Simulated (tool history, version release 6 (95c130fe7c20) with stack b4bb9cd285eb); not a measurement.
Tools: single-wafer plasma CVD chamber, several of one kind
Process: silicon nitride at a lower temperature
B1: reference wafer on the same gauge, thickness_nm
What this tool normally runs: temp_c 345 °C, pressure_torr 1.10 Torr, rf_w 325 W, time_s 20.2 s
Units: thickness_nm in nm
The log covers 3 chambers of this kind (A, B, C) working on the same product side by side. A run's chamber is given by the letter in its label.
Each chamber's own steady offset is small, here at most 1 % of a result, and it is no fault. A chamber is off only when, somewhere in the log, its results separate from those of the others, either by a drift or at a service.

Run 1A, day 0.396: usual settings; B1 25.798. Result: thickness_nm 22.650 nm.
Run 2B, day 0.796: usual settings; B1 25.805. Result: thickness_nm 22.597 nm.
Run 3C, day 1.088: usual settings; B1 25.791. Result: thickness_nm 22.315 nm.
Run 4A, day 1.629: usual settings; B1 25.808. Result: thickness_nm 22.586 nm.
Run 5C, day 2.096: usual settings; B1 25.796. Result: thickness_nm 22.301 nm.
Run 6B, day 2.588: usual settings; B1 25.797. Result: thickness_nm 22.647 nm.
Run 7C, day 3.083: usual settings but pressure_torr 1.30 Torr; B1 25.799. Result: thickness_nm 23.386 nm.
Run 8A, day 3.558: usual settings but pressure_torr 1.30 Torr; B1 25.805. Result: thickness_nm 23.707 nm.
Run 9B, day 3.942: usual settings but pressure_torr 1.30 Torr; B1 25.795. Result: thickness_nm 23.823 nm.
Run 10A, day 4.225: usual settings; B1 25.801. Result: thickness_nm 22.571 nm.
Run 11C, day 4.746: usual settings; B1 25.792. Result: thickness_nm 22.361 nm.
Run 12B, day 5.000: usual settings but temp_c 353 °C, pressure_torr 1.00 Torr; B1 25.812. Result: thickness_nm 21.952 nm.
Run 13B, day 5.308: usual settings but temp_c 353 °C, pressure_torr 1.00 Torr; B1 25.800. Result: thickness_nm 21.845 nm.
Run 14C, day 5.871: usual settings but temp_c 353 °C, pressure_torr 1.00 Torr; B1 25.808. Result: thickness_nm 21.611 nm.
At day 6.083: chamber B: capacitance manometer re-zeroed and calibrated.
Run 15A, day 6.412: usual settings; B1 25.800. Result: thickness_nm 22.373 nm.
Run 16A, day 6.917: usual settings; B1 25.780. Result: thickness_nm 22.331 nm.
Run 17C, day 7.192: usual settings; B1 25.795. Result: thickness_nm 22.335 nm.
Run 18B, day 7.704: usual settings; B1 25.794. Result: thickness_nm 22.753 nm.
Run 19A, day 8.012: usual settings; B1 25.795. Result: thickness_nm 22.260 nm.
Run 20B, day 8.292: usual settings; B1 25.809. Result: thickness_nm 22.713 nm.
Run 21C, day 8.738: usual settings; B1 25.813. Result: thickness_nm 22.320 nm.
Run 22C, day 8.996: usual settings; B1 25.800. Result: thickness_nm 22.273 nm.
Run 23A, day 9.262: usual settings; B1 25.813. Result: thickness_nm 22.150 nm.
Run 24B, day 9.654: usual settings; B1 25.794. Result: thickness_nm 22.664 nm.
Run 25C, day 9.996: usual settings; B1 25.798. Result: thickness_nm 22.334 nm.
Run 26A, day 10.388: usual settings; B1 25.790. Result: thickness_nm 22.083 nm.
Run 27B, day 10.808: usual settings; B1 25.797. Result: thickness_nm 22.663 nm.
Run 28B, day 11.179: usual settings but pressure_torr 0.89 Torr, rf_w 275 W; B1 25.789. Result: thickness_nm 18.835 nm.

Read the log: is a single chamber off, either drifting away or since a service, is the gauge that measures every chamber drifting, or is nothing wrong beyond small per-chamber offsets? Name any odd chamber and what most likely caused it.

Little by little, chamber A moves away from the other chambers.
Likeliest cause: delivered RF power below the setpoint (%) = 3.99.
It could be hard to tell apart here from: true pressure below the setpoint (%).

Chamber A could run next with any of the 4 candidate recipes listed below; each alters the usual settings, and their results appear as question marks. Which one brings its results back in line with what the other chambers deliver on the usual settings?
Maximum distance from the other chambers' mean on the usual settings for a result to count as in line: thickness_nm 0.180 nm
Run 29A-1, day 11.583: usual settings but time_s 20.3 s. Result: thickness_nm ?.
Run 29A-2, day 11.583: usual settings but pressure_torr 1.08 Torr. Result: thickness_nm ?.
Run 29A-3, day 11.583: usual settings but pressure_torr 1.17 Torr. Result: thickness_nm ?.
Run 29A-4, day 11.583: usual settings but rf_w 315 W. Result: thickness_nm ?.

On the usual settings, the other chambers give on average: thickness_nm 22.484 nm
  run  thickness_nm
29A-1        22.152
29A-2        21.918
29A-3        22.462
29A-4        21.599
29A-3 is the one that brings the chamber's results back in line with the other chambers.
